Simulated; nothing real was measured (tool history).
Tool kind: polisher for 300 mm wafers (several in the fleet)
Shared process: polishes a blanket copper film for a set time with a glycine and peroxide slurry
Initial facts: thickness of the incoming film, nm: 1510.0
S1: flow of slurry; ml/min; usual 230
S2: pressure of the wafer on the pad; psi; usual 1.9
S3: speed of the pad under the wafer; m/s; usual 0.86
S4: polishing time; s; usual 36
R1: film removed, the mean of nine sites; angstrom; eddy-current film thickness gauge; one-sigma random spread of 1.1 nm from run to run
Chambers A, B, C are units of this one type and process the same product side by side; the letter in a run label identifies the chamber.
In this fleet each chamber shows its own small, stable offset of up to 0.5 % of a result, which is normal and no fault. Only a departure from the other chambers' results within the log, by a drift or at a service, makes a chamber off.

run	hour	S1	S2	S3	S4	R1
1B	6.2	230	1.9	0.86	36	1323.4
2C	10.1	230	1.9	0.86	36	1321.6
3A	16.8	230	1.9	0.86	36	1369.9
4A	21.9	230	1.9	0.86	36	1351.9
5B	27.4	230	1.9	0.86	36	1341.3
6C	34.2	230	1.9	0.86	36	1321.4
7B	39.9	230	1.9	0.86	36	1312.4
8A	45.1	230	1.9	0.86	36	1351.6
9C	50.8	230	1.9	0.86	36	1331.3
# hour 51.5: chamber B: worn pad replaced by a new one
10B	55.5	230	1.9	0.86	36	1307.2
11A	59.7	230	1.9	0.86	36	1361.1
# hour 61.9: chamber C: worn pad replaced by a new one
12C	65	230	1.9	0.86	36	1346.9
13B	69.7	230	1.9	0.86	36	1295.7
14A	74.5	230	1.9	0.86	36	1326.1
# hour 76.3: chamber A: slurry nozzle cleaned
# hour 80.5: chamber C: head pressure recalibrated
15C	80.6	230	2.2	0.86	36	1477.2
16B	85.6	230	2.2	0.86	36	1420.7
17A	88.8	230	2.2	0.86	36	1502.6
18C	93.5	230	1.9	0.86	36	1308.2
19C	96.9	230	1.3	0.86	26	742.11
20A	102.2	230	1.3	0.86	26	743.21
21B	105.8	230	1.3	0.86	26	707.1
22B	112.8	230	1.9	0.86	36	1234.5
23C	119.2	230	1.9	0.86	36	1326.8
24A	122.4	230	1.9	0.86	36	1334.4
25A	126.5	280	1.9	0.86	41	1554.1
26C	132.6	280	1.9	0.86	41	1533.8
27B	136.6	280	1.9	0.86	41	1424.4
28C	139.9	230	1.9	0.98	41	1668.7
29B	145.7	230	1.9	0.98	41	1513.7
30A	150.1	230	1.9	0.98	41	1680

Next, every chamber runs the same settings. What will each give?
31A	155.3	230	1.9	0.86	36	?
31B	155.3	230	1.9	0.86	36	?
31C	155.3	230	1.9	0.86	36	?

run	R1
31A	1350.7
31B	1222.8
31C	1332.5
